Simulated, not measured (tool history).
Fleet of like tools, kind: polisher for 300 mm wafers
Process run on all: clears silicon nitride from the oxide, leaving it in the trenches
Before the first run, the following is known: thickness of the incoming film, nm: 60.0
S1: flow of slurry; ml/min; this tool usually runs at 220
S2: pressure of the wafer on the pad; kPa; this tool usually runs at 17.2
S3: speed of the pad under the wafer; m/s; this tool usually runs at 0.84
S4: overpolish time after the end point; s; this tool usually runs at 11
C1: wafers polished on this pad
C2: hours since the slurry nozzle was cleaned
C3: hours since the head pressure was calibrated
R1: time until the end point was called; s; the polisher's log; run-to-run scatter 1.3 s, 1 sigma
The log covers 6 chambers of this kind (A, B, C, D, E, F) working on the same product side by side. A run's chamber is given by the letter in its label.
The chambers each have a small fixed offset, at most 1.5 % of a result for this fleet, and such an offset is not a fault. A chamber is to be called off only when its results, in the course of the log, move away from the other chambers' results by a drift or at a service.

run   hour   S1    S2    S3  S4    C1     C2      C3      R1
       3.2  -- chamber C: worn pad replaced by a new one
       5.1  -- chamber F: worn pad replaced by a new one
 1E    5.9  220  17.2  0.84  11   389  598.6   265.4  71.100
       6.2  -- chamber B: worn pad replaced by a new one
 2D   12.7  220  17.2  0.84  11   499  267.0   957.9  73.053
 3F   17.1  220  17.2  0.84  11   107  217.6   189.1  75.531
 4B   23.1  220  17.2  0.84  11   151  306.7   177.9  73.673
      24.4  -- chamber F: slurry nozzle cleaned
 5A   28.0  220  17.2  0.84  11   509  541.8   561.6  71.388
 6C   34.1  220  17.2  0.84  11   276  123.0   459.7  73.863
      34.6  -- chamber E: slurry nozzle cleaned
 7F   40.4  150  17.2  0.84  16   315   16.0   212.4  75.608
      45.5  -- chamber A: head pressure recalibrated
 8A   47.8  150  17.2  0.84  16   686  561.6     2.4  73.779
 9D   53.4  150  17.2  0.84  16   862  307.7   998.6  73.880
10B   57.8  150  17.2  0.84  16   461  341.4   212.6  75.219
      61.9  -- chamber F: worn pad replaced by a new one
11C   63.8  150  17.2  0.84  16   541  152.7   489.4  74.637
12E   68.0  150  17.2  0.84  16   944   33.5   327.5  78.094
13D   72.4  220  17.2  0.84  11  1032  326.7  1017.6  72.398
14A   79.2  220  19.3  0.96  11   966  593.0    33.8  58.029
15E   82.8  220  19.3  0.96  11  1076   48.3   342.3  55.343
16F   90.2  220  19.3  0.96  11   252   65.8   262.2  58.835
17B   96.3  220  19.3  0.96  11   804  379.9   251.1  58.670
     101.0  -- chamber D: worn pad replaced by a new one
18C  101.6  220  19.3  0.96  11   878  190.5   527.2  55.799
     102.5  -- chamber E: worn pad replaced by a new one
19E  107.6  220  19.3  0.96  11    46   73.1   367.1  56.090
20B  114.3  220  17.2  0.84  11   965  397.9   269.1  74.389
21A  119.4  220  17.2  0.84  11  1325  633.2    74.0  75.580
     119.6  -- chamber F: worn pad replaced by a new one
22C  126.1  220  17.2  0.84  11  1097  215.0   551.7  74.804
23D  132.9  220  17.2  0.84  11   285  387.2  1078.1  72.081
24F  138.6  220  17.2  0.84  11   169  114.2   310.6  74.316
25F  144.1  220  17.2  0.84  11   219  119.7   316.1  72.996
     149.8  -- chamber B: worn pad replaced by a new one
26E  150.7  220  17.2  0.84  11   431  116.2   410.2  75.057
27C  158.1  220  17.2  0.84  11  1383  247.0   583.7  73.530
     159.8  -- chamber C: worn pad replaced by a new one
28D  165.0  220  17.2  1.06  17   571  419.3  1110.2  55.728
29A  169.4  220  17.2  1.06  17  1771  683.2   124.0  61.267
30B  175.9  220  17.2  1.06  17   233  459.5   330.7  56.423
     182.3  -- chamber F: worn pad replaced by a new one
31D  183.0  220  17.2  1.06  17   732  437.3  1128.2  55.541
32E  189.3  220  17.2  1.06  17   775  154.8   448.8  57.986
33C  196.4  220  17.2  1.06  17   327  285.3   622.0  56.915
34F  199.7  220  17.2  0.84  11   156  175.3   371.7  73.996
35B  205.6  220  17.2  0.84  11   498  489.2   360.4  75.418
36A  211.0  220  17.2  0.84  11  2143  724.8   165.6  80.149
     211.7  -- chamber F: head pressure recalibrated
37B  218.4  290  17.2  0.84  16   613  502.0   373.2  70.998
     222.4  -- chamber D: worn pad replaced by a new one
38F  223.7  290  17.2  0.84  16   370  199.3    12.0  72.322
39E  227.5  290  17.2  0.84  16  1116  193.0   487.0  70.779
40D  234.6  290  17.2  0.84  16   109  488.9  1179.8  70.583
41C  238.7  290  17.2  0.84  16   705  327.6   664.3  70.960
42A  244.7  290  17.2  0.84  16  2444  758.5   199.3  81.134
43A  250.9  220  17.2  0.84  11  2499  764.7   205.5  82.223

What goes on in this fleet: one chamber off, a drifting gauge, or nothing beyond the chambers' own small offsets? Name the chamber and the cause, if any.

Chamber A drifts away from the others.
Cause: removal rate lost through wear of the pad, % = 11.
From this log alone, it may not be told apart from: head's pressure below its setpoint, %.

Below are 4 candidate recipes for chamber A's next run, each the usual settings with a change, their results shown as question marks. Which of them brings A's results back in line with what the other chambers give on the usual settings?
In-line tolerance around the mean of the other chambers on the usual settings: R1 4.600 s
44A-1  256.2  220  16.5  0.80  11               ?
44A-2  256.2  220  21.4  0.84  11               ?
44A-3  256.2  225  17.2  0.94  11               ?
44A-4  256.2  215  17.2  0.66  11               ?

Other chambers, usual settings, mean: R1 73.079 s
  run       R1
44A-1   89.278
44A-2   65.816
44A-3   72.583
44A-4  104.540
It is 44A-3 that realigns the chamber with its peers.
